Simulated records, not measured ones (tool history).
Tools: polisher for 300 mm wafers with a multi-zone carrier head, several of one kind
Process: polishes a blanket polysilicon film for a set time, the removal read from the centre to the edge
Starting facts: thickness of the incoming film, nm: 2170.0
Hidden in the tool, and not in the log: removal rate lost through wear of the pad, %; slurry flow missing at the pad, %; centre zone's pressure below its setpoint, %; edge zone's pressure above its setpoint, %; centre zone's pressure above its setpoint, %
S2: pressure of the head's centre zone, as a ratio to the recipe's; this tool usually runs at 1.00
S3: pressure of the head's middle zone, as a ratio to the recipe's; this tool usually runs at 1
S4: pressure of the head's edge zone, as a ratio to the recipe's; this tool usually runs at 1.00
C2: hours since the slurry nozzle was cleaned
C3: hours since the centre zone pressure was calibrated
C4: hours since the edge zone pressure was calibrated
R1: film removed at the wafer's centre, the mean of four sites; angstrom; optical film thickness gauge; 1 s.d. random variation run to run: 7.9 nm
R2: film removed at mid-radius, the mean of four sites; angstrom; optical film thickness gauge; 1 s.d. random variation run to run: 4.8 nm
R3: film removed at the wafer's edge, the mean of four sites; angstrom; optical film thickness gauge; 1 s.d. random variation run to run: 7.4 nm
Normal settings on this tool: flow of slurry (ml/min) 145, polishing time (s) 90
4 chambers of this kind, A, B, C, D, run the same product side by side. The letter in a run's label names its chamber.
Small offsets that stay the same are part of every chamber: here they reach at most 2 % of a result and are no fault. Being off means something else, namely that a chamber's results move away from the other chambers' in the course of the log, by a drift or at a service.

{"run": "1C", "hour": 5.1, "flow of slurry (ml/min)": 145, "S2": 1.0, "S3": 1, "S4": 1.0, "polishing time (s)": 90, "wafers polished on this pad": 1138, "C2": 386.8, "C3": 795.7, "C4": 606.2, "R1": 6036.8, "R2": 5977.3, "R3": 6087.5}
{"run": "2A", "hour": 10.0, "flow of slurry (ml/min)": 145, "S2": 1.0, "S3": 1, "S4": 1.0, "polishing time (s)": 90, "wafers polished on this pad": 433, "C2": 104.2, "C3": 783.1, "C4": 638.8, "R1": 6159.4, "R2": 6120.0, "R3": 5870.5}
{"run": "3D", "hour": 20.0, "flow of slurry (ml/min)": 145, "S2": 1.0, "S3": 1, "S4": 1.0, "polishing time (s)": 90, "wafers polished on this pad": 498, "C2": 155.9, "C3": 522.4, "C4": 1014.6, "R1": 6224.8, "R2": 6078.8, "R3": 6116.3}
{"run": "4B", "hour": 24.9, "flow of slurry (ml/min)": 145, "S2": 1.0, "S3": 1, "S4": 1.0, "polishing time (s)": 90, "wafers polished on this pad": 717, "C2": 114.2, "C3": 458.0, "C4": 306.0, "R1": 6384.7, "R2": 6078.7, "R3": 6134.8}
{"hour": 31.3, "done": "chamber B: worn pad replaced by a new one"}
{"run": "5B", "hour": 34.2, "flow of slurry (ml/min)": 145, "S2": 1.0, "S3": 1, "S4": 1.0, "polishing time (s)": 90, "wafers polished on this pad": 16, "C2": 123.5, "C3": 467.3, "C4": 315.3, "R1": 5973.2, "R2": 6105.6, "R3": 6148.2}
{"hour": 36.9, "done": "chamber A: edge zone pressure recalibrated"}
{"run": "6D", "hour": 41.1, "flow of slurry (ml/min)": 145, "S2": 1.0, "S3": 1, "S4": 1.0, "polishing time (s)": 90, "wafers polished on this pad": 619, "C2": 177.0, "C3": 543.5, "C4": 1035.7, "R1": 6310.5, "R2": 6127.8, "R3": 6131.0}
{"run": "7A", "hour": 45.9, "flow of slurry (ml/min)": 145, "S2": 1.0, "S3": 1, "S4": 1.0, "polishing time (s)": 90, "wafers polished on this pad": 638, "C2": 140.1, "C3": 819.0, "C4": 9.0, "R1": 6140.9, "R2": 6172.9, "R3": 6028.6}
{"run": "8C", "hour": 52.2, "flow of slurry (ml/min)": 145, "S2": 1.0, "S3": 1, "S4": 1.0, "polishing time (s)": 76, "wafers polished on this pad": 1408, "C2": 433.9, "C3": 842.8, "C4": 653.3, "R1": 5159.8, "R2": 4994.2, "R3": 5168.2}
{"run": "9A", "hour": 58.8, "flow of slurry (ml/min)": 145, "S2": 1.0, "S3": 1, "S4": 1.0, "polishing time (s)": 76, "wafers polished on this pad": 712, "C2": 153.0, "C3": 831.9, "C4": 21.9, "R1": 5089.2, "R2": 5154.8, "R3": 5148.2}
{"hour": 61.3, "done": "chamber C: worn pad replaced by a new one"}
{"hour": 68.3, "done": "chamber D: edge zone pressure recalibrated"}
{"run": "10B", "hour": 68.4, "flow of slurry (ml/min)": 145, "S2": 1.0, "S3": 1, "S4": 1.0, "polishing time (s)": 76, "wafers polished on this pad": 212, "C2": 157.7, "C3": 501.5, "C4": 349.5, "R1": 5313.4, "R2": 5185.8, "R3": 5119.3}
{"run": "11C", "hour": 73.2, "flow of slurry (ml/min)": 145, "S2": 1.0, "S3": 1, "S4": 1.0, "polishing time (s)": 76, "wafers polished on this pad": 68, "C2": 454.9, "C3": 863.8, "C4": 674.3, "R1": 5103.3, "R2": 5136.9, "R3": 5179.9}
{"hour": 77.7, "done": "chamber A: worn pad replaced by a new one"}
{"run": "12D", "hour": 78.4, "flow of slurry (ml/min)": 145, "S2": 0.93, "S3": 1, "S4": 1.0, "polishing time (s)": 67, "wafers polished on this pad": 833, "C2": 214.3, "C3": 580.8, "C4": 10.2, "R1": 4089.6, "R2": 4426.1, "R3": 4462.8}
{"run": "13A", "hour": 88.6, "flow of slurry (ml/min)": 145, "S2": 0.93, "S3": 1, "S4": 1.0, "polishing time (s)": 67, "wafers polished on this pad": 62, "C2": 182.8, "C3": 861.7, "C4": 51.7, "R1": 4198.9, "R2": 4575.5, "R3": 4565.6}
{"run": "14B", "hour": 99.3, "flow of slurry (ml/min)": 145, "S2": 0.93, "S3": 1, "S4": 1.0, "polishing time (s)": 67, "wafers polished on this pad": 389, "C2": 188.6, "C3": 532.4, "C4": 380.4, "R1": 4251.2, "R2": 4539.4, "R3": 4631.4}
{"run": "15C", "hour": 110.2, "flow of slurry (ml/min)": 145, "S2": 0.93, "S3": 1, "S4": 1.0, "polishing time (s)": 67, "wafers polished on this pad": 280, "C2": 491.9, "C3": 900.8, "C4": 711.3, "R1": 4086.9, "R2": 4410.1, "R3": 4543.5}
{"run": "16D", "hour": 116.5, "flow of slurry (ml/min)": 145, "S2": 1.0, "S3": 1, "S4": 1.0, "polishing time (s)": 90, "wafers polished on this pad": 1052, "C2": 252.4, "C3": 618.9, "C4": 48.3, "R1": 5881.2, "R2": 5901.3, "R3": 5872.6}
{"hour": 123.0, "done": "chamber D: slurry nozzle cleaned"}
{"run": "17A", "hour": 125.1, "flow of slurry (ml/min)": 145, "S2": 1.0, "S3": 1, "S4": 1.0, "polishing time (s)": 90, "wafers polished on this pad": 271, "C2": 219.3, "C3": 898.2, "C4": 88.2, "R1": 6127.8, "R2": 6051.4, "R3": 6082.8}
{"run": "18C", "hour": 134.6, "flow of slurry (ml/min)": 145, "S2": 1.0, "S3": 1, "S4": 1.0, "polishing time (s)": 90, "wafers polished on this pad": 420, "C2": 516.3, "C3": 925.2, "C4": 735.7, "R1": 6176.4, "R2": 6055.5, "R3": 6028.8}
{"run": "19B", "hour": 141.7, "flow of slurry (ml/min)": 145, "S2": 1.0, "S3": 1, "S4": 1.0, "polishing time (s)": 90, "wafers polished on this pad": 633, "C2": 231.0, "C3": 574.8, "C4": 422.8, "R1": 6087.9, "R2": 6159.1, "R3": 6151.5}
{"run": "20D", "hour": 147.3, "flow of slurry (ml/min)": 145, "S2": 1.0, "S3": 1, "S4": 1.0, "polishing time (s)": 90, "wafers polished on this pad": 1228, "C2": 24.4, "C3": 649.7, "C4": 79.1, "R1": 5763.9, "R2": 5884.6, "R3": 5781.3}
{"hour": 154.8, "done": "chamber B: worn pad replaced by a new one"}
{"run": "21D", "hour": 156.5, "flow of slurry (ml/min)": 145, "S2": 1.0, "S3": 1, "S4": 1.0, "polishing time (s)": 90, "wafers polished on this pad": 1281, "C2": 33.6, "C3": 658.9, "C4": 88.3, "R1": 5722.9, "R2": 5821.9, "R3": 5727.8}
{"run": "22A", "hour": 161.3, "flow of slurry (ml/min)": 145, "S2": 1.0, "S3": 1, "S4": 1.0, "polishing time (s)": 90, "wafers polished on this pad": 479, "C2": 255.5, "C3": 934.4, "C4": 124.4, "R1": 6067.4, "R2": 6147.6, "R3": 6096.3}
{"run": "23B", "hour": 168.6, "flow of slurry (ml/min)": 145, "S2": 1.0, "S3": 1, "S4": 0.9, "polishing time (s)": 73, "wafers polished on this pad": 79, "C2": 257.9, "C3": 601.7, "C4": 449.7, "R1": 5041.1, "R2": 4966.5, "R3": 4757.0}
{"run": "24C", "hour": 177.3, "flow of slurry (ml/min)": 145, "S2": 1.0, "S3": 1, "S4": 0.9, "polishing time (s)": 73, "wafers polished on this pad": 665, "C2": 559.0, "C3": 967.9, "C4": 778.4, "R1": 4934.8, "R2": 4862.3, "R3": 4683.4}
{"run": "25D", "hour": 185.8, "flow of slurry (ml/min)": 145, "S2": 1.0, "S3": 1, "S4": 0.9, "polishing time (s)": 73, "wafers polished on this pad": 1449, "C2": 62.9, "C3": 688.2, "C4": 117.6, "R1": 4664.0, "R2": 4605.7, "R3": 4411.9}
{"run": "26A", "hour": 191.7, "flow of slurry (ml/min)": 145, "S2": 1.0, "S3": 1, "S4": 0.9, "polishing time (s)": 73, "wafers polished on this pad": 653, "C2": 285.9, "C3": 964.8, "C4": 154.8, "R1": 4983.5, "R2": 4963.8, "R3": 4665.7}
{"run": "27C", "hour": 197.6, "flow of slurry (ml/min)": 145, "S2": 1.0, "S3": 1, "S4": 1.0, "polishing time (s)": 90, "wafers polished on this pad": 781, "C2": 579.3, "C3": 988.2, "C4": 798.7, "R1": 6073.9, "R2": 5958.5, "R3": 6064.5}
{"run": "28B", "hour": 204.2, "flow of slurry (ml/min)": 145, "S2": 1.0, "S3": 1, "S4": 1.0, "polishing time (s)": 90, "wafers polished on this pad": 283, "C2": 293.5, "C3": 637.3, "C4": 485.3, "R1": 6279.3, "R2": 6023.7, "R3": 6081.2}
{"run": "29C", "hour": 214.8, "flow of slurry (ml/min)": 145, "S2": 0.93, "S3": 1, "S4": 1.0, "polishing time (s)": 90, "wafers polished on this pad": 880, "C2": 596.5, "C3": 1005.4, "C4": 815.9, "R1": 5701.7, "R2": 5967.7, "R3": 6135.0}
{"hour": 218.3, "done": "chamber A: worn pad replaced by a new one"}
{"run": "30A", "hour": 219.7, "flow of slurry (ml/min)": 145, "S2": 0.93, "S3": 1, "S4": 1.0, "polishing time (s)": 90, "wafers polished on this pad": 8, "C2": 313.9, "C3": 992.8, "C4": 182.8, "R1": 5653.2, "R2": 6188.6, "R3": 6083.0}

Next, every chamber runs the same settings. What will each give?
{"run": "31A", "hour": 227.6, "flow of slurry (ml/min)": 145, "S2": 1.0, "S3": 1, "S4": 1.06, "polishing time (s)": 90, "R1": "?", "R2": "?", "R3": "?"}
{"run": "31B", "hour": 227.6, "flow of slurry (ml/min)": 145, "S2": 1.0, "S3": 1, "S4": 1.06, "polishing time (s)": 90, "R1": "?", "R2": "?", "R3": "?"}
{"run": "31C", "hour": 227.6, "flow of slurry (ml/min)": 145, "S2": 1.0, "S3": 1, "S4": 1.06, "polishing time (s)": 90, "R1": "?", "R2": "?", "R3": "?"}
{"run": "31D", "hour": 227.6, "flow of slurry (ml/min)": 145, "S2": 1.0, "S3": 1, "S4": 1.06, "polishing time (s)": 90, "R1": "?", "R2": "?", "R3": "?"}

run=31A R1=5988.0 R2=6107.1 R3=6337.2
run=31B R1=6124.7 R2=6056.9 R3=6358.7
run=31C R1=6232.4 R2=5928.3 R3=6245.3
run=31D R1=5553.8 R2=5560.3 R3=5816.1
